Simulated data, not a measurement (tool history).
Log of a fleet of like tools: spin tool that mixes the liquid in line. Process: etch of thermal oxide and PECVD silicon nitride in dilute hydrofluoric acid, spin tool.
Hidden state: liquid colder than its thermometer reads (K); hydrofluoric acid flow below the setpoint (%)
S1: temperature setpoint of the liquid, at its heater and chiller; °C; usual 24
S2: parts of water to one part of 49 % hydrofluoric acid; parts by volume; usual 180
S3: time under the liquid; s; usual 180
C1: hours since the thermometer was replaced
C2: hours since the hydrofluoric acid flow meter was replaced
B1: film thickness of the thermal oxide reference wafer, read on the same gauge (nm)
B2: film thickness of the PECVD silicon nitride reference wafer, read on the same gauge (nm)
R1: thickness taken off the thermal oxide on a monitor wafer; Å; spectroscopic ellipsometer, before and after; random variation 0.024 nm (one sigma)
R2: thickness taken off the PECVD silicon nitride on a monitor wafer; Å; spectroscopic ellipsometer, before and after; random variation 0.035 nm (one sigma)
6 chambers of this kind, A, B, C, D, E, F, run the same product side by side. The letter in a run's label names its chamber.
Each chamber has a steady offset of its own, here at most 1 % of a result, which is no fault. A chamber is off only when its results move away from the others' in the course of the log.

| run | day | S1 | S2 | S3 | C1 | C2 | B1 | B2 | R1 | R2 |
|---|---|---|---|---|---|---|---|---|---|---|
| 1A | 0.175 | 24 | 180 | 180 | 264.8 | 1443.7 | 40.007 | 99.991 | 42.044 | 24.163 |
| 2E | 0.338 | 24 | 180 | 180 | 1263.9 | 746.0 | 39.977 | 99.993 | 41.995 | 23.547 |
| 3B | 0.525 | 24 | 180 | 180 | 1266.9 | 158.4 | 39.996 | 99.996 | 41.514 | 23.752 |
|  | 0.538 | chamber E: hydrofluoric acid flow meter replaced |
| 4C | 0.671 | 24 | 180 | 180 | 452.7 | 516.6 | 39.997 | 99.993 | 41.812 | 23.963 |
| 5D | 0.838 | 24 | 180 | 180 | 75.5 | 1174.5 | 40.013 | 100.000 | 42.065 | 23.471 |
| 6F | 1.062 | 24 | 180 | 180 | 112.4 | 818.1 | 40.014 | 99.993 | 41.910 | 23.511 |
| 7D | 1.304 | 24 | 180 | 180 | 86.7 | 1185.7 | 40.006 | 99.992 | 41.940 | 24.656 |
| 8A | 1.412 | 24 | 180 | 180 | 294.5 | 1473.4 | 40.005 | 100.010 | 41.865 | 24.031 |
| 9F | 1.654 | 24 | 180 | 180 | 126.6 | 832.3 | 39.988 | 99.987 | 42.339 | 23.749 |
| 10B | 1.892 | 24 | 225 | 180 | 1299.7 | 191.2 | 39.987 | 100.010 | 31.873 | 19.536 |
| 11C | 2.025 | 24 | 225 | 180 | 485.2 | 549.1 | 39.995 | 99.984 | 31.986 | 19.490 |
| 12E | 2.138 | 24 | 225 | 180 | 1307.1 | 38.4 | 40.013 | 100.010 | 32.049 | 19.267 |
| 13C | 2.379 | 24 | 225 | 180 | 493.7 | 557.6 | 39.986 | 99.998 | 32.025 | 19.018 |
| 14E | 2.629 | 24 | 225 | 180 | 1318.9 | 50.2 | 40.005 | 99.998 | 31.809 | 19.440 |
| 15D | 2.858 | 24 | 225 | 180 | 124.0 | 1223.0 | 39.991 | 99.996 | 31.791 | 19.032 |
| 16A | 3.029 | 24 | 180 | 180 | 333.3 | 1512.2 | 39.994 | 100.010 | 41.982 | 24.289 |
| 17F | 3.254 | 24 | 180 | 180 | 165.0 | 870.7 | 40.016 | 99.982 | 42.221 | 23.910 |
| 18B | 3.467 | 24 | 180 | 120 | 1337.5 | 229.0 | 39.997 | 100.010 | 27.856 | 15.517 |
| 19D | 3.662 | 24 | 180 | 120 | 143.3 | 1242.3 | 40.016 | 99.998 | 27.855 | 15.961 |
| 20F | 3.883 | 24 | 180 | 120 | 180.1 | 885.8 | 39.985 | 100.010 | 28.174 | 16.350 |
| 21B | 4.083 | 24 | 180 | 120 | 1352.3 | 243.8 | 40.014 | 99.991 | 27.827 | 15.398 |
| 22C | 4.250 | 24 | 180 | 120 | 538.6 | 602.5 | 39.984 | 99.997 | 27.750 | 16.266 |
| 23E | 4.496 | 24 | 180 | 120 | 1363.7 | 95.0 | 39.987 | 99.998 | 28.218 | 15.835 |
| 24A | 4.625 | 24 | 180 | 180 | 371.6 | 1550.5 | 40.010 | 100.000 | 42.048 | 23.872 |
| 25D | 4.833 | 24 | 180 | 180 | 171.4 | 1270.4 | 39.989 | 99.976 | 41.962 | 23.955 |
| 26F | 5.058 | 24 | 180 | 180 | 208.3 | 914.0 | 39.978 | 100.010 | 42.199 | 23.723 |
| 27E | 5.300 | 24 | 180 | 180 | 1383.0 | 114.3 | 39.994 | 100.000 | 41.676 | 24.313 |
| 28A | 5.467 | 24 | 180 | 180 | 391.8 | 1570.7 | 39.999 | 100.000 | 41.811 | 24.240 |
| 29B | 5.625 | 24 | 180 | 180 | 1389.3 | 280.8 | 39.993 | 100.010 | 41.790 | 24.094 |
| 30C | 5.754 | 24 | 180 | 180 | 574.7 | 638.6 | 39.997 | 100.010 | 41.610 | 23.361 |
| 31C | 5.929 | 24 | 180 | 180 | 578.9 | 642.8 | 40.009 | 100.020 | 41.264 | 23.797 |
| 32E | 6.121 | 24 | 180 | 180 | 1402.7 | 134.0 | 40.016 | 99.972 | 42.091 | 24.039 |
| 33D | 6.229 | 24 | 180 | 180 | 204.9 | 1303.9 | 40.003 | 99.990 | 42.262 | 23.975 |
| 34A | 6.462 | 24 | 180 | 180 | 415.7 | 1594.6 | 39.989 | 99.998 | 41.802 | 24.017 |
| 35F | 6.654 | 24 | 180 | 180 | 246.6 | 952.3 | 40.017 | 99.975 | 42.020 | 24.145 |
| 36B | 6.850 | 24 | 180 | 180 | 1418.7 | 310.2 | 39.983 | 100.010 | 41.874 | 23.947 |
| 37D | 7.083 | 24 | 180 | 180 | 225.4 | 1324.4 | 40.009 | 100.000 | 42.029 | 24.657 |
| 38E | 7.200 | 24 | 180 | 180 | 1428.6 | 159.9 | 40.004 | 99.991 | 41.938 | 23.980 |
| 39C | 7.362 | 24 | 180 | 265 | 613.3 | 677.2 | 39.983 | 99.972 | 61.550 | 34.762 |

Next, every chamber runs the same settings. What will each give?
| 40A | 7.542 | 24 | 180 | 180 |  |  |  |  | ? | ? |
| 40B | 7.542 | 24 | 180 | 180 |  |  |  |  | ? | ? |
| 40C | 7.542 | 24 | 180 | 180 |  |  |  |  | ? | ? |
| 40D | 7.542 | 24 | 180 | 180 |  |  |  |  | ? | ? |
| 40E | 7.542 | 24 | 180 | 180 |  |  |  |  | ? | ? |
| 40F | 7.542 | 24 | 180 | 180 |  |  |  |  | ? | ? |

| run | R1 | R2 |
|---|---|---|
| 40A | 41.579 | 22.972 |
| 40B | 41.527 | 23.758 |
| 40C | 41.565 | 23.840 |
| 40D | 41.947 | 24.423 |
| 40E | 42.253 | 24.152 |
| 40F | 42.044 | 24.050 |

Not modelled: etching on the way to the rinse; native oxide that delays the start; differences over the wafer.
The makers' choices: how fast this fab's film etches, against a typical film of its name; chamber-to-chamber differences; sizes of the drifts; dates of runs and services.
